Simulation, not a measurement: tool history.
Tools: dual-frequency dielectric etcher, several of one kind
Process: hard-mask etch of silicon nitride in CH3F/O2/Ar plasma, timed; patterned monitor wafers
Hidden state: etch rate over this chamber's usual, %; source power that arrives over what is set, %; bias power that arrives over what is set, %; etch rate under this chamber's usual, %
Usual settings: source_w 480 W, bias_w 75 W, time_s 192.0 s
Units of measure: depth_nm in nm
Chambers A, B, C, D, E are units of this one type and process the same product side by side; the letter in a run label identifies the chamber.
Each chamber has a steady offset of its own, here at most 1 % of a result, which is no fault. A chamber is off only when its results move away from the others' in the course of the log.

run   hour  source_w  bias_w  time_s  hours since the last wet clean  hours since the last source power generator calibration  hours since the last bias power generator calibration  read-back reference wafer on the same gauge, depth_nm  depth_nm
       4.3  -- chamber C: wet clean of the chamber
 1A    6.1       480      75   192.0                           157.2                                                   2133.9                                                 4276.4                                                 124.00    145.59
 2C   12.3       480      75   192.0                             8.1                                                    152.3                                                 1837.0                                                 124.05    146.14
 3E   18.2       480      75   192.0                           563.9                                                    250.3                                                 2868.0                                                 124.09    146.00
 4D   25.3       480      75   192.0                           438.0                                                   2339.4                                                 1293.7                                                 124.06    145.70
 5B   32.0       480      75   192.0                           252.5                                                   2126.6                                                 2046.3                                                 124.02    145.34
 6C   38.9       480      75   192.0                            34.7                                                    178.9                                                 1863.6                                                 124.08    146.65
 7B   46.1       370      75   192.0                           266.6                                                   2140.7                                                 2060.4                                                 124.16    131.92
 8D   51.9       370      75   192.0                           464.6                                                   2366.0                                                 1320.3                                                 124.13    132.44
 9A   57.5       370      75   192.0                           208.6                                                   2185.3                                                 4327.8                                                 124.19    131.61
10E   64.2       370      75   192.0                           609.9                                                    296.3                                                 2914.0                                                 124.20    132.67
11B   70.1       370      75   192.0                           290.6                                                   2164.7                                                 2084.4                                                 124.14    131.73
12D   78.7       480      75   192.0                           491.4                                                   2392.8                                                 1347.1                                                 124.16    145.89
13A   89.1       480      75   192.0                           240.2                                                   2216.9                                                 4359.4                                                 124.21    146.11
14C   94.4       480      75   192.0                            90.2                                                    234.4                                                 1919.1                                                 124.22    146.52
      98.0  -- chamber E: wet clean of the chamber
15E  100.4       480      75   192.0                             2.5                                                    332.5                                                 2950.2                                                 124.27    146.43
16E  108.4       480      75   192.0                            10.5                                                    340.5                                                 2958.2                                                 124.32    146.32
17A  113.4       480      75   192.0                           264.5                                                   2241.2                                                 4383.7                                                 124.33    146.17
18C  123.3       480      75   192.0                           119.1                                                    263.3                                                 1948.0                                                 124.32    146.90
19B  132.2       480      75   192.0                           352.7                                                   2226.8                                                 2146.5                                                 124.33    145.61
20D  140.0       570      91   192.0                           552.7                                                   2454.1                                                 1408.4                                                 124.42    166.59
21B  145.8       570      91   192.0                           366.3                                                   2240.4                                                 2160.1                                                 124.37    166.27
22C  151.7       570      91   192.0                           147.5                                                    291.7                                                 1976.4                                                 124.47    167.60
23A  161.3       570      91   192.0                           312.4                                                   2289.1                                                 4431.6                                                 124.43    166.89
24E  169.7       570      91   192.0                            71.8                                                    401.8                                                 3019.5                                                 124.43    166.78
25D  176.9       480      75   192.0                           589.6                                                   2491.0                                                 1445.3                                                 124.42    146.22
26E  181.9       390      75   153.5                            84.0                                                    414.0                                                 3031.7                                                 124.49    108.42
27A  187.3       390      75   153.5                           338.4                                                   2315.1                                                 4457.6                                                 124.50    107.71
28C  196.5       390      75   153.5                           192.3                                                    336.5                                                 2021.2                                                 124.51    108.75
29D  202.8       390      75   153.5                           615.5                                                   2516.9                                                 1471.2                                                 124.52    108.16
30B  208.0       390      75   153.5                           428.5                                                   2302.6                                                 2222.3                                                 124.58    107.81
31B  215.6       480      75   192.0                           436.1                                                   2310.2                                                 2229.9                                                 124.54    146.09
32E  223.1       480      75   192.0                           125.2                                                    455.2                                                 3072.9                                                 124.63    146.78
33C  229.2       480      75   192.0                           225.0                                                    369.2                                                 2053.9                                                 124.54    147.17
34A  237.2       480      75   192.0                           388.3                                                   2365.0                                                 4507.5                                                 124.64    146.59
35D  245.1       480      75   192.0                           657.8                                                   2559.2                                                 1513.5                                                 124.68    146.05
36C  253.6       480      75   192.0                           249.4                                                    393.6                                                 2078.3                                                 124.64    147.17
37B  263.4       480      75   192.0                           483.9                                                   2358.0                                                 2277.7                                                 124.72    146.01
38A  273.7       480      75   192.0                           424.8                                                   2401.5                                                 4544.0                                                 124.72    146.44

For the next run the whole fleet of 5 chambers uses the same settings. Give each chamber's results:
39A  281.2       480      75   192.0                                                                                                                                                                                                                ?
39B  281.2       480      75   192.0                                                                                                                                                                                                                ?
39C  281.2       480      75   192.0                                                                                                                                                                                                                ?
39D  281.2       480      75   192.0                                                                                                                                                                                                                ?
39E  281.2       480      75   192.0                                                                                                                                                                                                                ?

run  depth_nm
39A    146.77
39B    146.32
39C    147.68
39D    146.58
39E    146.80
